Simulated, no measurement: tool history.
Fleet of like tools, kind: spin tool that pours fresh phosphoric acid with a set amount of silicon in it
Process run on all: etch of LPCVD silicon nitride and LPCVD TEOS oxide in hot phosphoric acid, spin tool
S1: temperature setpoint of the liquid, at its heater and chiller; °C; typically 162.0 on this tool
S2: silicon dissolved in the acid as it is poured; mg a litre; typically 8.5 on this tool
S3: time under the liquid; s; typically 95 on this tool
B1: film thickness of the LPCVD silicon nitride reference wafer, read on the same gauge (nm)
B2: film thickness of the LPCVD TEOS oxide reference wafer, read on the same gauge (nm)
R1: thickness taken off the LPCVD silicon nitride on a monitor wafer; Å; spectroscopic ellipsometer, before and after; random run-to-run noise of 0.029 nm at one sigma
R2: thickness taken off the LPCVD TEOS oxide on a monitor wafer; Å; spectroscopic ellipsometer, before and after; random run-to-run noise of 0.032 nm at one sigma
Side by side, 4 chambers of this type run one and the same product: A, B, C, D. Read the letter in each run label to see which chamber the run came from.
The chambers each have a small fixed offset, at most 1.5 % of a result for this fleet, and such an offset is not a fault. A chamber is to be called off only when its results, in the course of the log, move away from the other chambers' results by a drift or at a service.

run 1C hour=10.7 | S1=162.0 S2=8.5 S3=95 | B1=149.96 B2=29.947 | R1=89.801 R2=2.9247
run 2B hour=24.0 | S1=162.0 S2=8.5 S3=95 | B1=150.01 B2=29.991 | R1=88.589 R2=3.4973
run 3D hour=38.9 | S1=162.0 S2=8.5 S3=95 | B1=149.97 B2=29.996 | R1=88.723 R2=3.7509
run 4A hour=55.1 | S1=162.0 S2=8.5 S3=95 | B1=150.02 B2=30.009 | R1=89.552 R2=3.1183
run 5A hour=62.6 | S1=162.0 S2=8.5 S3=95 | B1=150.00 B2=29.997 | R1=89.279 R2=3.7657
run 6D hour=75.5 | S1=162.0 S2=8.5 S3=95 | B1=149.98 B2=29.990 | R1=89.321 R2=3.4020
run 7C hour=91.6 | S1=162.0 S2=8.5 S3=95 | B1=149.99 B2=29.999 | R1=89.248 R2=3.2328
run 8B hour=104.7 | S1=162.0 S2=8.5 S3=95 | B1=150.02 B2=30.028 | R1=88.040 R2=3.4564
run 9C hour=114.5 | S1=164.5 S2=8.5 S3=95 | B1=150.01 B2=29.986 | R1=96.602 R2=4.4299
-- hour=125.9 chamber A: dissolved silicon flow meter replaced
run 10D hour=129.2 | S1=164.5 S2=8.5 S3=95 | B1=150.01 B2=29.999 | R1=96.090 R2=4.2642
run 11B hour=138.0 | S1=164.5 S2=8.5 S3=95 | B1=150.01 B2=29.985 | R1=95.232 R2=4.2264
run 12A hour=151.6 | S1=164.5 S2=8.5 S3=95 | B1=150.01 B2=29.958 | R1=96.668 R2=3.3821
run 13B hour=160.5 | S1=162.0 S2=8.5 S3=95 | B1=149.99 B2=30.002 | R1=88.307 R2=3.3446
run 14D hour=169.5 | S1=162.0 S2=8.5 S3=95 | B1=150.00 B2=30.039 | R1=88.618 R2=3.4416
run 15A hour=178.9 | S1=162.0 S2=8.5 S3=95 | B1=150.02 B2=29.978 | R1=89.434 R2=3.1674
run 16C hour=192.0 | S1=162.0 S2=8.5 S3=95 | B1=150.00 B2=30.001 | R1=89.026 R2=2.7362
run 17D hour=208.0 | S1=162.0 S2=8.5 S3=95 | B1=150.02 B2=30.024 | R1=89.088 R2=3.3672
run 18A hour=215.3 | S1=162.0 S2=8.5 S3=95 | B1=149.97 B2=30.001 | R1=89.288 R2=2.6904
-- hour=218.0 chamber C: heated supply line repaired
-- hour=218.3 chamber B: dissolved silicon flow meter replaced
run 19C hour=225.3 | S1=160.5 S2=8.5 S3=140 | B1=149.99 B2=30.011 | R1=124.890 R2=4.4703
run 20B hour=239.2 | S1=160.5 S2=8.5 S3=140 | B1=150.00 B2=30.009 | R1=123.230 R2=4.4547
run 21B hour=252.3 | S1=160.5 S2=8.5 S3=140 | B1=150.02 B2=29.969 | R1=123.510 R2=4.5335
run 22A hour=266.4 | S1=160.5 S2=8.5 S3=140 | B1=150.00 B2=29.990 | R1=124.850 R2=4.5048
run 23C hour=277.2 | S1=162.0 S2=8.5 S3=95 | B1=149.98 B2=29.993 | R1=89.561 R2=3.5742
run 24D hour=285.8 | S1=162.0 S2=8.5 S3=95 | B1=150.00 B2=30.019 | R1=88.864 R2=3.2032
run 25B hour=297.3 | S1=162.0 S2=8.5 S3=95 | B1=150.02 B2=29.973 | R1=87.988 R2=3.1680
-- hour=301.7 chamber A: thermometer replaced
run 26D hour=310.6 | S1=162.0 S2=8.5 S3=95 | B1=149.98 B2=29.991 | R1=89.502 R2=3.7876
run 27A hour=323.0 | S1=162.0 S2=8.5 S3=95 | B1=150.00 B2=30.009 | R1=89.108 R2=3.0150
run 28C hour=334.7 | S1=162.0 S2=8.5 S3=95 | B1=149.98 B2=30.006 | R1=88.966 R2=3.2902
run 29C hour=343.9 | S1=162.0 S2=8.5 S3=95 | B1=149.99 B2=30.001 | R1=89.651 R2=2.8002
run 30D hour=351.2 | S1=162.0 S2=8.5 S3=95 | B1=149.99 B2=30.029 | R1=88.343 R2=3.1974
run 31B hour=358.7 | S1=162.0 S2=8.5 S3=95 | B1=150.02 B2=29.979 | R1=87.855 R2=3.4070

Does one chamber stand apart from the rest, does the shared gauge drift, or is all well apart from small per-chamber offsets? Give the chamber and the most likely cause, where there is one.

Beyond each chamber's small constant offset nothing stands out, and the gauge stays steady.

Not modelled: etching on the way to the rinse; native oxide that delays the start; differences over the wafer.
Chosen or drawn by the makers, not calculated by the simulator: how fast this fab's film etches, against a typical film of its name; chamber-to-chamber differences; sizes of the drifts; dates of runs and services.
